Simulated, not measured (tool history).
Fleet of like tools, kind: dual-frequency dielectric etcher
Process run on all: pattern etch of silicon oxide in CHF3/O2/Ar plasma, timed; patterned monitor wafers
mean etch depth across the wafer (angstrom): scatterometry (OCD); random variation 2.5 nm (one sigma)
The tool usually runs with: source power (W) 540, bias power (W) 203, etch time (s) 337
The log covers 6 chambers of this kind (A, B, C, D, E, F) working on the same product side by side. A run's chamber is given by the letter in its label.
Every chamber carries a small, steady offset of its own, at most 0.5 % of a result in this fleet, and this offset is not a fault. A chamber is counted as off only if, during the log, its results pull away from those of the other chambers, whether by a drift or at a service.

run	hour	source power (W)	bias power (W)	etch time (s)	hours since the last wet clean	hours since the last source power generator calibration	hours since the last bias power generator calibration	read-back reference wafer on the same gauge, depth_nm	mean etch depth across the wafer (angstrom)
1B	2.6	540	203	337	311.2	2140	1644.1	690.65	6632.1
2D	5	540	203	337	524.1	2301.3	471.1	690.12	6667.6
3C	7.5	540	203	337	387.5	4328.3	3693.4	689.88	6690.1
4E	10.9	540	203	337	208.4	40.6	392	690.06	6677.4
5F	13.9	540	203	337	84.4	2816.2	3452.3	690.13	6678.3
6A	17.4	540	203	337	114.5	612.2	2558.2	689.42	6673.9
7E	20.2	540	203	337	217.7	49.9	401.3	689.85	6626
8B	22.9	540	203	337	331.5	2160.3	1664.4	690.45	6684.5
9F	25.9	540	203	337	96.4	2828.2	3464.3	690.09	6620.8
10A	29.6	540	203	337	126.7	624.4	2570.4	690.38	6643.2
11C	33.6	540	203	337	413.6	4354.4	3719.5	690.17	6696.4
12D	36.7	540	203	337	555.8	2333	502.8	690.26	6682.4
# hour 40.2: chamber D: wet clean of the chamber
13F	41.8	540	223	268.5	112.3	2844.1	3480.2	690.2	5531.1
14A	44.2	540	223	268.5	141.3	639	2585	690.16	5477.9
15E	48.3	540	223	268.5	245.8	78	429.4	689.79	5533.7
16C	51.6	540	223	268.5	431.6	4372.4	3737.5	689.57	5463.7
17B	55.8	540	223	268.5	364.4	2193.2	1697.3	689.59	5532.2
18D	59.1	540	223	268.5	18.9	2355.4	525.2	690.1	5339
# hour 60.6: chamber F: bias power generator calibrated
19E	61.4	540	203	337	258.9	91.1	442.5	690.25	6688.9
20D	65.9	540	203	337	25.7	2362.2	532	690.23	6483.1
21A	69.6	620	203	337	166.7	664.4	2610.4	690.21	6982.9
22F	72.4	620	203	337	142.9	2874.7	11.8	690.34	7060.9
# hour 73.6: chamber D: source power generator calibrated
23B	75	620	203	337	383.6	2212.4	1716.5	689.9	7040.1
24C	79.1	620	203	337	459.1	4399.9	3765	690.57	7047.4
25F	83.7	620	203	337	154.2	2886	23.1	689.49	7097.3
26C	86.3	620	203	337	466.3	4407.1	3772.2	689.93	7015.7
# hour 90.3: chamber C: wet clean of the chamber
27B	90.4	540	203	337	399	2227.8	1731.9	690.57	6643.4
28A	94.8	540	203	337	191.9	689.6	2635.6	689.71	6640.8
29E	97.2	540	203	337	294.7	126.9	478.3	689.96	6699.6
30D	99.6	540	203	337	59.4	26	565.7	689.94	6499.6
31B	102.8	540	203	337	411.4	2240.2	1744.3	690.36	6622.5
32C	106.8	590	169	337	16.5	4427.6	3792.7	690.1	6479.2
33D	109.9	590	169	337	69.7	36.3	576	689.19	6274.6
34E	114.4	590	169	337	311.9	144.1	495.5	689.89	6528.5
35A	116.9	590	169	337	214	711.7	2657.7	689.58	6462.8
36F	121.7	590	169	337	192.2	2924	61.1	690.37	6536.3
37E	124.8	590	169	337	322.3	154.5	505.9	690.74	6501.3
38A	127.8	540	203	337	224.9	722.6	2668.6	690.11	6644.1

All 6 chambers run these settings next. Forecast each chamber's results:
39A	131.5	540	203	294					?
39B	131.5	540	203	294					?
39C	131.5	540	203	294					?
39D	131.5	540	203	294					?
39E	131.5	540	203	294					?
39F	131.5	540	203	294					?

run	mean etch depth across the wafer (angstrom)
39A	5819.5
39B	5801.6
39C	5795.9
39D	5645.2
39E	5826.9
39F	5831.5
